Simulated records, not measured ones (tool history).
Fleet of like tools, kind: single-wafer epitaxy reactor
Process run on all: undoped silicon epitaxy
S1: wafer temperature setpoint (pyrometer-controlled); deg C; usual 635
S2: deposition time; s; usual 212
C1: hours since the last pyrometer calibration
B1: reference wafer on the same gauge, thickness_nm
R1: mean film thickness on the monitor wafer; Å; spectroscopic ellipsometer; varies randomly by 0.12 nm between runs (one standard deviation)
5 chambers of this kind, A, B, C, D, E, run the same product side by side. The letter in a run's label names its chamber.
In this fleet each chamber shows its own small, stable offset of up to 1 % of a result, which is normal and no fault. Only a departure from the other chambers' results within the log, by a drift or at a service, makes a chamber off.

| run | day | S1 | S2 | C1 | B1 | R1 |
|---|---|---|---|---|---|---|
| 1E | 0.221 | 635 | 212 | 38.9 | 27.263 | 255.15 |
| 2A | 0.392 | 635 | 212 | 901.9 | 27.267 | 256.09 |
| 3C | 0.617 | 635 | 212 | 706 | 27.312 | 256.3 |
| 4D | 0.854 | 635 | 212 | 708.1 | 27.291 | 256.39 |
| 5B | 1.004 | 635 | 212 | 937.5 | 27.294 | 253.83 |
| 6E | 1.192 | 642 | 243 | 62.2 | 27.27 | 343.92 |
| 7B | 1.442 | 642 | 243 | 948 | 27.315 | 340.12 |
| 8C | 1.567 | 642 | 243 | 728.8 | 27.322 | 344.53 |
| 9D | 1.762 | 642 | 243 | 729.9 | 27.304 | 340.02 |
| 10A | 1.979 | 642 | 243 | 940 | 27.306 | 347.32 |
| 11C | 2.133 | 635 | 239 | 742.4 | 27.309 | 288.41 |
| 12B | 2.283 | 635 | 239 | 968.2 | 27.317 | 285.62 |
| 13A | 2.467 | 635 | 239 | 951.7 | 27.304 | 290.5 |
| 14D | 2.629 | 635 | 239 | 750.7 | 27.312 | 289.79 |
| 15E | 2.767 | 635 | 239 | 100 | 27.311 | 286.32 |
| 16E | 2.954 | 635 | 212 | 104.5 | 27.298 | 254.69 |
| 17C | 3.067 | 635 | 212 | 764.8 | 27.325 | 256.24 |
| 18A | 3.3 | 635 | 212 | 971.7 | 27.298 | 257.73 |
| 19B | 3.454 | 626 | 189 | 996.3 | 27.288 | 183.27 |
| 20D | 3.671 | 626 | 189 | 775.7 | 27.29 | 190.15 |
| 21B | 3.867 | 626 | 189 | 1006.2 | 27.264 | 184.96 |
| 22C | 4.05 | 626 | 189 | 788.4 | 27.3 | 186.93 |
| 23E | 4.304 | 626 | 189 | 136.9 | 27.289 | 186.8 |
| 24D | 4.529 | 635 | 212 | 796.3 | 27.296 | 260.31 |
| 25A | 4.692 | 635 | 212 | 1005.1 | 27.309 | 257.68 |
| 26C | 4.871 | 635 | 212 | 808.1 | 27.292 | 253.64 |
| 27D | 4.992 | 635 | 212 | 807.4 | 27.275 | 262.29 |
| 28A | 5.15 | 635 | 212 | 1016.1 | 27.338 | 256.6 |
| 29E | 5.296 | 635 | 212 | 160.7 | 27.274 | 253.72 |
| 30B | 5.542 | 635 | 212 | 1046.4 | 27.262 | 256.11 |
| 31C | 5.783 | 635 | 212 | 830 | 27.29 | 255.49 |
| 32E | 5.938 | 635 | 212 | 176.1 | 27.344 | 254.4 |
| 33B | 6.05 | 635 | 212 | 1058.6 | 27.311 | 255.59 |
| 34D | 6.192 | 627 | 180 | 836.2 | 27.31 | 187.27 |

All chambers now run identical settings, listed one chamber a line with results as question marks. What results will each chamber show?
| 35A | 6.379 | 635 | 253 |  |  | ? |
| 35B | 6.379 | 635 | 253 |  |  | ? |
| 35C | 6.379 | 635 | 253 |  |  | ? |
| 35D | 6.379 | 635 | 253 |  |  | ? |
| 35E | 6.379 | 635 | 253 |  |  | ? |

| run | R1 |
|---|---|
| 35A | 307.97 |
| 35B | 302.96 |
| 35C | 307.8 |
| 35D | 317.21 |
| 35E | 303.1 |
